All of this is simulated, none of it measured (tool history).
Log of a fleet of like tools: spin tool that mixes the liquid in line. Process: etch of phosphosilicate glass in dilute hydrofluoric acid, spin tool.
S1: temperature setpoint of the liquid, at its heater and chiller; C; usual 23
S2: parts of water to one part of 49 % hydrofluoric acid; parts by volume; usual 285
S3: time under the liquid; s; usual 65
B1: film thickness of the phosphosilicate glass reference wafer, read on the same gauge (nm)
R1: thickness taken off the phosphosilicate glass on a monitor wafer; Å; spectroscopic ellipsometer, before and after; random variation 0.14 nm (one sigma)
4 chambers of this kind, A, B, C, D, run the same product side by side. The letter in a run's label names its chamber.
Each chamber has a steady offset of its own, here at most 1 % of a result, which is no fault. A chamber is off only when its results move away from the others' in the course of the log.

| run | day | S1 | S2 | S3 | B1 | R1 |
|---|---|---|---|---|---|---|
| 1A | 0.129 | 23 | 285 | 65 | 40.017 | 214.74 |
| 2C | 0.275 | 23 | 285 | 65 | 39.975 | 220.96 |
| 3B | 0.4 | 23 | 285 | 65 | 40.023 | 219.17 |
| 4D | 0.496 | 23 | 285 | 65 | 39.964 | 220.99 |
| 5A | 0.596 | 23 | 285 | 65 | 39.971 | 219.93 |
| 6D | 0.712 | 23 | 285 | 65 | 39.992 | 222.45 |
| 7C | 0.821 | 23 | 285 | 65 | 40.049 | 219.32 |
| 8B | 0.971 | 23 | 285 | 65 | 39.994 | 218.16 |
| 9B | 1.167 | 23 | 285 | 65 | 39.987 | 218.11 |
| 10A | 1.283 | 23 | 285 | 65 | 39.964 | 217.72 |
| 11C | 1.438 | 23 | 285 | 65 | 39.989 | 221.39 |
| 12D | 1.542 | 20.5 | 285 | 85 | 39.981 | 262.94 |
| 13D | 1.662 | 20.5 | 285 | 85 | 39.982 | 264.12 |
| 14B | 1.858 | 20.5 | 285 | 85 | 39.989 | 260.43 |
| 15C | 2.058 | 20.5 | 285 | 85 | 39.986 | 270.36 |
| 16A | 2.25 | 23 | 285 | 65 | 40.012 | 217.26 |
| 17B | 2.379 | 23 | 285 | 65 | 40.011 | 217.69 |
| 18C | 2.471 | 23 | 285 | 65 | 39.981 | 229.2 |
| 19D | 2.558 | 23 | 285 | 65 | 40.002 | 219.78 |
| 20A | 2.708 | 23 | 285 | 65 | 39.996 | 216.86 |
| 21A | 2.833 | 23 | 285 | 65 | 40.005 | 216.5 |
| 22B | 3.029 | 23 | 285 | 65 | 40.012 | 219.32 |
|  | 3.067 | chamber C: thermometer replaced |
| 23C | 3.15 | 23 | 190 | 50 | 39.954 | 287.61 |
| 24D | 3.292 | 23 | 190 | 50 | 40.028 | 281.1 |
| 25A | 3.45 | 23 | 190 | 50 | 39.971 | 271.81 |

Next, every chamber runs the same settings. What will each give?
| 26A | 3.592 | 23 | 175 | 65 |  | ? |
| 26B | 3.592 | 23 | 175 | 65 |  | ? |
| 26C | 3.592 | 23 | 175 | 65 |  | ? |
| 26D | 3.592 | 23 | 175 | 65 |  | ? |

| run | R1 |
|---|---|
| 26A | 392.85 |
| 26B | 402.54 |
| 26C | 419.74 |
| 26D | 406.22 |

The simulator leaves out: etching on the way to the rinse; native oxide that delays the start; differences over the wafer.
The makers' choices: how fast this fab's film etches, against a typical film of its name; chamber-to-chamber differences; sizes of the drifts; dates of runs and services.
